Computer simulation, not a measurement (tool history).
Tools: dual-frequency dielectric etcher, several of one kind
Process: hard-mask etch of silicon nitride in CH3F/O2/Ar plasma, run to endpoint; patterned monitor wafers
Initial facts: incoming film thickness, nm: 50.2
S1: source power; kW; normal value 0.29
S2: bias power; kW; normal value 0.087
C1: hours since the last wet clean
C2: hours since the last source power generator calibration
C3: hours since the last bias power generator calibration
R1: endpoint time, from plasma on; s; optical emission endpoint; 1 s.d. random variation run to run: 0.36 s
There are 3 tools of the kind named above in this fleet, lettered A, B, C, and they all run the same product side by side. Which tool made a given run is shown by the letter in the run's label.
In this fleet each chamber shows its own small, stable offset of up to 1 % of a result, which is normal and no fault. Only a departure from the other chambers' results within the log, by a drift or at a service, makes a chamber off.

run    day    S1     S2     C1      C2      C3      R1
 1A  0.329  0.29  0.087   75.5     388  1272.5   76.73
 2C  0.512  0.29  0.087  151.5  1923.1  2946.2  77.297
 3B  0.754  0.29  0.087  191.9   584.7   381.9   76.58
 4B  1.042  0.29  0.087  198.8   591.6   388.8  76.032
 5A  1.442  0.29  0.087  102.2   414.7  1299.2  76.903
 6C  1.708  0.29  0.087  180.2  1951.8  2974.9  76.822
 7B  2.038  0.29  0.087  222.7   615.5   412.7  75.872
 8C    2.4  0.29  0.087  196.8  1968.4  2991.5  77.076
 9A  2.654  0.29  0.087  131.3   443.8  1328.3  76.624
10C  2.925  0.22  0.096  209.4    1981  3004.1  81.988
11B  3.154  0.22  0.096  249.5   642.3   439.5   81.01
12A  3.458  0.22  0.096  150.6   463.1  1347.6  81.089
13A  3.792  0.29  0.087  158.6   471.1  1355.6  76.853
14C  4.025  0.29  0.087  235.8  2007.4  3030.5  77.221
15B  4.429  0.29  0.087  280.1   672.9   470.1   75.99
16B  4.829  0.29  0.087  289.7   682.5   479.7  76.466
17C  5.217  0.29  0.087  264.4    2036  3059.1  76.976
18A  5.479  0.29  0.087  199.1   511.6  1396.1  77.412
19C  5.846  0.29  0.087  279.5  2051.1  3074.2  77.113
20A  6.171  0.29  0.087  215.7   528.2  1412.7  76.588
21B  6.404  0.29  0.087  327.5   720.3   517.5  76.197
22B  6.579  0.26  0.103  331.7   724.5   521.7  74.592
23C  6.783  0.26  0.103    302  2073.6  3096.7   75.92
24A  7.175  0.26  0.103  239.8   552.3  1436.8  74.246
25A  7.488  0.29  0.087  247.3   559.8  1444.3  77.067
26B  7.821  0.29  0.087  361.5   754.3   551.5  75.955
27C  8.212  0.26  0.076  336.3  2107.9    3131  85.077
28C  8.533  0.26  0.076    344  2115.6  3138.7  84.647
29B  8.933  0.26  0.076  388.2     781   578.2  83.687

Each of the 3 chambers runs these same settings next. Fill in every chamber's results:
30A  9.221  0.29  0.08               ?
30B  9.221  0.29  0.08               ?
30C  9.221  0.29  0.08               ?

run      R1
30A  78.619
30B  78.478
30C  79.476

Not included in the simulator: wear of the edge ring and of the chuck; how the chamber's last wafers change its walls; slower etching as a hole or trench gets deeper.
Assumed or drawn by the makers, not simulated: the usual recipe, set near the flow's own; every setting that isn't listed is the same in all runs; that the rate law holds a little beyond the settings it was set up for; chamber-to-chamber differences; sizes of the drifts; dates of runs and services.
